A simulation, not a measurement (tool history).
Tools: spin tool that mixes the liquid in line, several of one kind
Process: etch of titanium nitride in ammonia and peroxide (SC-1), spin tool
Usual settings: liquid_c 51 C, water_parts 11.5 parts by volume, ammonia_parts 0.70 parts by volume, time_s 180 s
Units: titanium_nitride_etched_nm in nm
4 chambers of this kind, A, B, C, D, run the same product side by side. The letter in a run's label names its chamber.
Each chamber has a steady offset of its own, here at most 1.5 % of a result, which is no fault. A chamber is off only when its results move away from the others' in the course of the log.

| run | hour | liquid_c | water_parts | ammonia_parts | time_s | read-back film thickness of the titanium nitride reference wafer, read on the same gauge (nm) | titanium_nitride_etched_nm |
|---|---|---|---|---|---|---|---|
| 1D | 14.5 | 51 | 11.5 | 0.70 | 180 | 149.96 | 16.312 |
| 2A | 25.5 | 51 | 11.5 | 0.70 | 180 | 150.01 | 16.597 |
| 3B | 39.6 | 51 | 11.5 | 0.70 | 180 | 150.01 | 16.295 |
|  | 47.3 | chamber C: thermometer replaced |
| 4C | 52.6 | 51 | 11.5 | 0.70 | 180 | 150.00 | 16.823 |
| 5A | 60.6 | 51 | 11.5 | 0.90 | 180 | 150.01 | 17.569 |
| 6B | 67.5 | 51 | 11.5 | 0.90 | 180 | 150.01 | 17.211 |
| 7D | 81.8 | 51 | 11.5 | 0.90 | 180 | 150.00 | 17.233 |
|  | 94.4 | chamber A: thermometer replaced |
| 8C | 97.4 | 51 | 11.5 | 0.90 | 180 | 150.00 | 16.883 |
| 9D | 106.2 | 51 | 11.5 | 0.70 | 180 | 150.00 | 16.469 |
| 10A | 116.5 | 51 | 11.5 | 0.70 | 180 | 149.99 | 16.600 |
| 11B | 129.7 | 51 | 11.5 | 0.70 | 180 | 150.00 | 16.459 |
| 12C | 138.1 | 51 | 11.5 | 0.50 | 180 | 150.00 | 15.143 |
| 13C | 150.4 | 51 | 11.5 | 0.50 | 180 | 149.99 | 15.137 |
| 14A | 161.0 | 51 | 11.5 | 0.50 | 180 | 149.99 | 16.032 |
| 15B | 174.3 | 51 | 11.5 | 0.50 | 180 | 149.99 | 15.264 |
| 16D | 182.7 | 51 | 11.5 | 0.70 | 180 | 150.01 | 16.295 |
| 17D | 197.7 | 51 | 11.5 | 0.70 | 180 | 150.00 | 16.456 |
| 18C | 206.9 | 51 | 11.5 | 0.40 | 180 | 150.02 | 14.077 |
| 19B | 219.4 | 51 | 11.5 | 0.40 | 180 | 150.00 | 14.704 |
| 20A | 226.4 | 51 | 11.5 | 0.40 | 180 | 150.01 | 14.956 |
| 21A | 234.4 | 51 | 11.5 | 0.40 | 180 | 150.04 | 15.101 |
| 22C | 247.3 | 51 | 11.5 | 0.70 | 180 | 150.00 | 15.219 |
| 23D | 262.3 | 54 | 11.5 | 0.70 | 280 | 150.01 | 31.436 |
| 24B | 271.7 | 54 | 11.5 | 0.70 | 280 | 150.02 | 31.137 |
| 25D | 279.7 | 54 | 11.5 | 0.70 | 280 | 149.99 | 31.622 |
|  | 290.0 | chamber D: new drum of ammonia solution connected |
| 26B | 293.5 | 54 | 11.5 | 0.70 | 280 | 149.99 | 30.918 |
| 27C | 303.0 | 51 | 11.5 | 0.50 | 140 | 150.00 | 10.851 |
| 28A | 312.0 | 51 | 11.5 | 0.50 | 140 | 150.03 | 12.160 |
|  | 314.0 | chamber C: ammonia flow meter replaced |
| 29D | 320.8 | 51 | 11.5 | 0.50 | 140 | 150.02 | 12.257 |
| 30A | 331.7 | 51 | 11.5 | 0.50 | 140 | 150.01 | 12.165 |
| 31C | 340.5 | 51 | 11.5 | 0.70 | 180 | 150.00 | 14.578 |

Is one chamber off against the others, does the gauge drift, or is nothing wrong? If a chamber is off, say which, and what the likeliest cause is.

Chamber C drifts away from the others.
Cause: temperature lost on the way to the wafer (K) = 1.72.
The log may not tell that from: liquid colder than its thermometer reads (K).

Here are 4 candidates for chamber C's next run, each the usual settings with a change, their results left as question marks. Which one brings its results back in line with what the others give on the usual settings?
In line means no further than this from the other chambers' mean on the usual settings: titanium_nitride_etched_nm 0.520 nm
| 32C-1 | 351.8 | 50.5 | 11.5 | 0.70 | 180 |  | ? |
| 32C-2 | 351.8 | 52.0 | 11.5 | 0.70 | 190 |  | ? |
| 32C-3 | 351.8 | 51.0 | 11.5 | 0.70 | 190 |  | ? |
| 32C-4 | 351.8 | 51.0 | 14.5 | 0.70 | 180 |  | ? |

The other chambers' mean on the usual settings: titanium_nitride_etched_nm 16.504 nm
| run | titanium_nitride_etched_nm |
|---|---|
| 32C-1 | 14.082 |
| 32C-2 | 16.518 |
| 32C-3 | 15.394 |
| 32C-4 | 12.919 |
32C-2 brings the chamber back in line.
